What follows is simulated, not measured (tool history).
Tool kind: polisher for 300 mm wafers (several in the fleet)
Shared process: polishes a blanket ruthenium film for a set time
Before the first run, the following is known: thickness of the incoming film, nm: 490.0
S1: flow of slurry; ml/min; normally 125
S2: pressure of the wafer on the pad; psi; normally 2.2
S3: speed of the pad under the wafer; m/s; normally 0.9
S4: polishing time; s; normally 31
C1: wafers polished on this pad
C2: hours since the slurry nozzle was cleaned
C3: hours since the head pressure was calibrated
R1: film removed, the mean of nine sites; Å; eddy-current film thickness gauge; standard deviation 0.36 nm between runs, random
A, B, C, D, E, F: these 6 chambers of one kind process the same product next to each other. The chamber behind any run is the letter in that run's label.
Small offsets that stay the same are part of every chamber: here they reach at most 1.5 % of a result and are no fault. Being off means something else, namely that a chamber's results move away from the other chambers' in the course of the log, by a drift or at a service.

run 1A hour=5 | S1=125 S2=2.2 S3=0.9 S4=31 | C1=628 C2=718.7 C3=8.8 | R1=277.96
-- hour=7.1 chamber D: worn pad replaced by a new one
run 2C hour=8.3 | S1=125 S2=2.2 S3=0.9 S4=31 | C1=1610 C2=461.3 C3=276.8 | R1=278.57
run 3D hour=11.2 | S1=125 S2=2.2 S3=0.9 S4=31 | C1=38 C2=126.4 C3=139.6 | R1=280.24
run 4E hour=14.2 | S1=125 S2=2.2 S3=0.9 S4=31 | C1=135 C2=584.6 C3=437.5 | R1=284.78
-- hour=15.8 chamber C: worn pad replaced by a new one
run 5F hour=19.8 | S1=125 S2=2.2 S3=0.9 S4=31 | C1=1475 C2=62.5 C3=74.4 | R1=289.52
run 6B hour=25.2 | S1=125 S2=2.7 S3=0.9 S4=31 | C1=494 C2=432.8 C3=600.2 | R1=350.64
-- hour=30.7 chamber F: worn pad replaced by a new one
run 7B hour=30.7 | S1=125 S2=2.7 S3=0.9 S4=31 | C1=545 C2=438.3 C3=605.7 | R1=352.42
run 8E hour=33.4 | S1=125 S2=2.7 S3=0.9 S4=31 | C1=311 C2=603.8 C3=456.7 | R1=342.49
run 9D hour=36.5 | S1=125 S2=2.7 S3=0.9 S4=31 | C1=270 C2=151.7 C3=164.9 | R1=346.52
run 10C hour=39.5 | S1=125 S2=2.7 S3=0.9 S4=31 | C1=218 C2=492.5 C3=308 | R1=348.28
run 11F hour=42.2 | S1=125 S2=2.7 S3=0.9 S4=31 | C1=105 C2=84.9 C3=96.8 | R1=342.57
-- hour=43.2 chamber A: worn pad replaced by a new one
run 12A hour=45.3 | S1=85 S2=2.2 S3=1.16 S4=31 | C1=19 C2=759 C3=49.1 | R1=331.56
run 13A hour=48.8 | S1=85 S2=2.2 S3=1.16 S4=31 | C1=52 C2=762.5 C3=52.6 | R1=330.57
run 14C hour=53.6 | S1=85 S2=2.2 S3=1.16 S4=31 | C1=348 C2=506.6 C3=322.1 | R1=323.82
run 15E hour=56.9 | S1=85 S2=2.2 S3=1.16 S4=31 | C1=527 C2=627.3 C3=480.2 | R1=337.06
-- hour=59.3 chamber B: worn pad replaced by a new one
run 16B hour=60.3 | S1=85 S2=2.2 S3=1.16 S4=31 | C1=9 C2=467.9 C3=635.3 | R1=328.39
run 17F hour=64.1 | S1=85 S2=2.2 S3=1.16 S4=31 | C1=307 C2=106.8 C3=118.7 | R1=344.01
-- hour=67.6 chamber A: slurry nozzle cleaned
run 18D hour=69.5 | S1=125 S2=2.2 S3=0.9 S4=31 | C1=573 C2=184.7 C3=197.9 | R1=277.54
run 19A hour=72.9 | S1=125 S2=2.2 S3=0.9 S4=31 | C1=273 C2=5.4 C3=76.7 | R1=276.35
run 20B hour=76.8 | S1=125 S2=2.2 S3=0.9 S4=31 | C1=161 C2=484.4 C3=651.8 | R1=271.49
run 21F hour=81.9 | S1=125 S2=2.2 S3=0.9 S4=31 | C1=470 C2=124.6 C3=136.5 | R1=286.75
run 22C hour=85.9 | S1=125 S2=2.2 S3=0.9 S4=31 | C1=645 C2=538.9 C3=354.4 | R1=280.04
run 23D hour=89.3 | S1=125 S2=2.2 S3=0.9 S4=31 | C1=755 C2=204.5 C3=217.7 | R1=283.36
run 24E hour=94.5 | S1=125 S2=2.2 S3=0.9 S4=31 | C1=873 C2=664.9 C3=517.8 | R1=288.54
run 25F hour=99.2 | S1=125 S2=2.2 S3=0.9 S4=31 | C1=629 C2=141.9 C3=153.8 | R1=287.04
run 26E hour=101.8 | S1=125 S2=2.2 S3=0.64 S4=36 | C1=940 C2=672.2 C3=525.1 | R1=233.49
run 27C hour=106.9 | S1=125 S2=2.2 S3=0.64 S4=36 | C1=838 C2=559.9 C3=375.4 | R1=232.06
run 28A hour=110.9 | S1=125 S2=2.2 S3=0.64 S4=36 | C1=622 C2=43.4 C3=114.7 | R1=235.1
run 29B hour=114.1 | S1=125 S2=2.2 S3=0.64 S4=36 | C1=504 C2=521.7 C3=689.1 | R1=227.53
run 30D hour=118.3 | S1=125 S2=2.2 S3=0.64 S4=36 | C1=1022 C2=233.5 C3=246.7 | R1=223.61
-- hour=119.9 chamber D: worn pad replaced by a new one
run 31F hour=123.2 | S1=125 S2=2.2 S3=0.64 S4=36 | C1=850 C2=165.9 C3=177.8 | R1=230.02
-- hour=126.3 chamber A: worn pad replaced by a new one
run 32D hour=126.4 | S1=125 S2=2.2 S3=0.9 S4=31 | C1=60 C2=241.6 C3=254.8 | R1=277.87
-- hour=129.1 chamber E: worn pad replaced by a new one
run 33E hour=132.1 | S1=125 S2=2.2 S3=0.9 S4=31 | C1=27 C2=702.5 C3=555.4 | R1=285.43
run 34A hour=137.3 | S1=125 S2=2.2 S3=0.9 S4=31 | C1=101 C2=69.8 C3=141.1 | R1=284.22
run 35C hour=142.4 | S1=125 S2=2.2 S3=0.9 S4=31 | C1=1164 C2=595.4 C3=410.9 | R1=276.85
-- hour=145.5 chamber B: worn pad replaced by a new one
run 36B hour=147.2 | S1=125 S2=2.2 S3=1.14 S4=31 | C1=16 C2=554.8 C3=722.2 | R1=334.61
run 37E hour=150.8 | S1=125 S2=2.2 S3=1.14 S4=31 | C1=199 C2=721.2 C3=574.1 | R1=359.91
run 38F hour=153.5 | S1=125 S2=2.2 S3=1.14 S4=31 | C1=1128 C2=196.2 C3=208.1 | R1=369.36
-- hour=154.7 chamber C: head pressure recalibrated
run 39A hour=158.2 | S1=125 S2=2.2 S3=1.14 S4=31 | C1=293 C2=90.7 C3=162 | R1=348.1
-- hour=161.7 chamber C: worn pad replaced by a new one
run 40D hour=163.7 | S1=125 S2=2.2 S3=1.14 S4=31 | C1=402 C2=278.9 C3=292.1 | R1=359.79
run 41C hour=167.9 | S1=125 S2=2.2 S3=1.14 S4=31 | C1=57 C2=620.9 C3=13.3 | R1=357.04
run 42B hour=173.7 | S1=125 S2=2.2 S3=1.2 S4=31 | C1=259 C2=581.3 C3=748.7 | R1=339.42

Each of the 6 chambers runs these same settings next. Fill in every chamber's results:
run 43A hour=178.1 | S1=125 S2=2.2 S3=0.9 S4=31 | R1=?
run 43B hour=178.1 | S1=125 S2=2.2 S3=0.9 S4=31 | R1=?
run 43C hour=178.1 | S1=125 S2=2.2 S3=0.9 S4=31 | R1=?
run 43D hour=178.1 | S1=125 S2=2.2 S3=0.9 S4=31 | R1=?
run 43E hour=178.1 | S1=125 S2=2.2 S3=0.9 S4=31 | R1=?
run 43F hour=178.1 | S1=125 S2=2.2 S3=0.9 S4=31 | R1=?

run=43A R1=283.14
run=43B R1=254.74
run=43C R1=279.95
run=43D R1=279.48
run=43E R1=282.04
run=43F R1=287.62

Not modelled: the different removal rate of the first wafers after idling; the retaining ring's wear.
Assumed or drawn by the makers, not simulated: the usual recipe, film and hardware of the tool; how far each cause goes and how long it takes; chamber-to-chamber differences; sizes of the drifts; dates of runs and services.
